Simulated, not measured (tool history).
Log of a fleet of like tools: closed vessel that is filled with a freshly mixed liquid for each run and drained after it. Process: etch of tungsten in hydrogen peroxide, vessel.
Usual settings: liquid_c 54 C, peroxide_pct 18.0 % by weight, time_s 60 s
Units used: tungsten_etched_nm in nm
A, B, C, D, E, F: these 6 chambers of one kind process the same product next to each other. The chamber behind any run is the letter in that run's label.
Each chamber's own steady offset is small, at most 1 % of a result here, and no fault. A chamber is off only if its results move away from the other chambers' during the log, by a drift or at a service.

run	hour	liquid_c	peroxide_pct	time_s	hours since the thermometer was replaced	hours since the peroxide flow meter was replaced	hours since the drum of peroxide was connected	read-back film thickness of the tungsten reference wafer, read on the same gauge (nm)	tungsten_etched_nm
1F	4.5	54	18.0	60	556.2	445.7	223.5	79.972	201.13
2D	12.5	54	18.0	60	2438.8	478.2	254.6	80.014	203.43
# hour 13.9: chamber E: peroxide flow meter replaced
3B	16.7	54	18.0	60	524.0	201.1	474.1	79.986	202.01
4E	24.7	54	18.0	60	918.0	10.8	330.6	80.001	200.29
# hour 25.5: chamber D: new drum of peroxide connected
5C	32.1	54	18.0	60	462.8	264.1	356.0	79.994	202.97
6A	38.8	54	15.5	60	329.8	605.8	293.8	80.005	189.05
7A	46.0	54	15.5	60	337.0	613.0	301.0	79.999	189.01
# hour 48.7: chamber C: new drum of peroxide connected
8F	50.5	54	15.5	60	602.2	491.7	269.5	80.015	187.66
9B	54.8	54	15.5	60	562.1	239.2	512.2	79.982	188.85
10C	62.4	54	15.5	60	493.1	294.4	13.7	80.019	188.64
# hour 66.9: chamber F: new drum of peroxide connected
11E	69.3	54	15.5	60	962.6	55.4	375.2	80.019	187.47
12D	73.8	54	18.0	60	2500.1	539.5	48.3	79.988	203.79
13A	79.1	54	18.0	60	370.1	646.1	334.1	79.962	203.90
# hour 82.7: chamber A: new drum of peroxide connected
14F	83.2	54	18.0	60	634.9	524.4	16.3	80.023	203.25
15C	88.6	54	18.0	60	519.3	320.6	39.9	80.010	204.72
16D	92.4	54	18.0	60	2518.7	558.1	66.9	80.036	202.35
17E	100.1	54	18.0	60	993.4	86.2	406.0	80.000	204.57
18B	103.9	54	18.0	60	611.2	288.3	561.3	80.026	203.48
19E	108.1	54	18.0	60	1001.4	94.2	414.0	79.974	203.22
20A	113.3	54	18.0	60	404.3	680.3	30.7	79.975	204.44
# hour 115.4: chamber E: new drum of peroxide connected
21C	120.0	54	18.0	40	550.7	352.0	71.3	80.026	135.25
# hour 122.5: chamber B: new drum of peroxide connected
22F	125.8	54	18.0	40	677.5	567.0	58.9	79.998	134.66
23D	133.5	54	18.0	40	2559.8	599.2	108.0	79.982	133.15
24B	140.1	54	18.0	40	647.4	324.5	17.6	80.030	136.34
25D	146.7	54	18.0	40	2573.0	612.4	121.2	80.008	134.18
26A	151.7	54	18.0	40	442.7	718.7	69.1	80.019	135.37
27C	157.5	54	18.0	60	588.2	389.5	108.8	80.014	204.52
28B	163.0	54	18.0	60	670.3	347.4	40.5	80.011	203.68
29E	167.5	54	18.0	60	1060.8	153.6	52.2	80.002	201.55
30F	173.2	54	18.0	60	724.9	614.4	106.3	79.978	200.92
31C	180.4	54	18.0	60	611.1	412.4	131.7	80.000	201.06
32D	187.5	54	18.0	60	2613.8	653.2	162.0	79.975	198.78
33A	194.7	54	18.0	60	485.7	761.7	112.1	79.991	203.82
34F	202.8	54	18.0	60	754.5	644.0	135.9	80.004	201.04
35E	209.3	54	18.0	60	1102.6	195.4	94.0	80.028	200.32
36B	215.5	54	18.0	60	722.8	399.9	93.0	79.955	202.67
37F	221.7	54	18.0	60	773.4	662.9	154.8	79.951	202.94
38B	227.2	54	18.0	60	734.5	411.6	104.7	79.988	202.73
39A	233.7	54	18.0	60	524.7	800.7	151.1	80.011	203.76

Decide between three cases: one chamber stands off from its peers, the gauge reading all wafers drifts, or nothing is wrong past each chamber's small offset. Where a chamber is off, say which and what most likely put it there.

One chamber, D, drifts off from the rest bit by bit.
Likeliest cause: peroxide flow below the setpoint (%) = 6.02.
From this log alone, it may not be told apart from: liquid colder than its thermometer reads (K); peroxide weaker than its label (%).

Chamber D could run next with any of the 4 candidate recipes listed below; each alters the usual settings, and their results appear as question marks. Which one brings its results back in line with what the other chambers deliver on the usual settings?
Allowed miss from the other chambers' usual-settings mean, per result, to count as in line: tungsten_etched_nm 3.50 nm
40D-1	239.5	54.0	17.0	60					?
40D-2	239.5	54.5	18.0	60					?
40D-3	239.5	53.0	18.0	60					?
40D-4	239.5	54.0	20.5	60					?

Usual-settings mean across the other chambers: tungsten_etched_nm 202.85 nm
run	tungsten_etched_nm
40D-1	191.17
40D-2	202.57
40D-3	185.21
40D-4	209.65
The answer is 40D-2, which returns the chamber to within the allowed miss of the others.

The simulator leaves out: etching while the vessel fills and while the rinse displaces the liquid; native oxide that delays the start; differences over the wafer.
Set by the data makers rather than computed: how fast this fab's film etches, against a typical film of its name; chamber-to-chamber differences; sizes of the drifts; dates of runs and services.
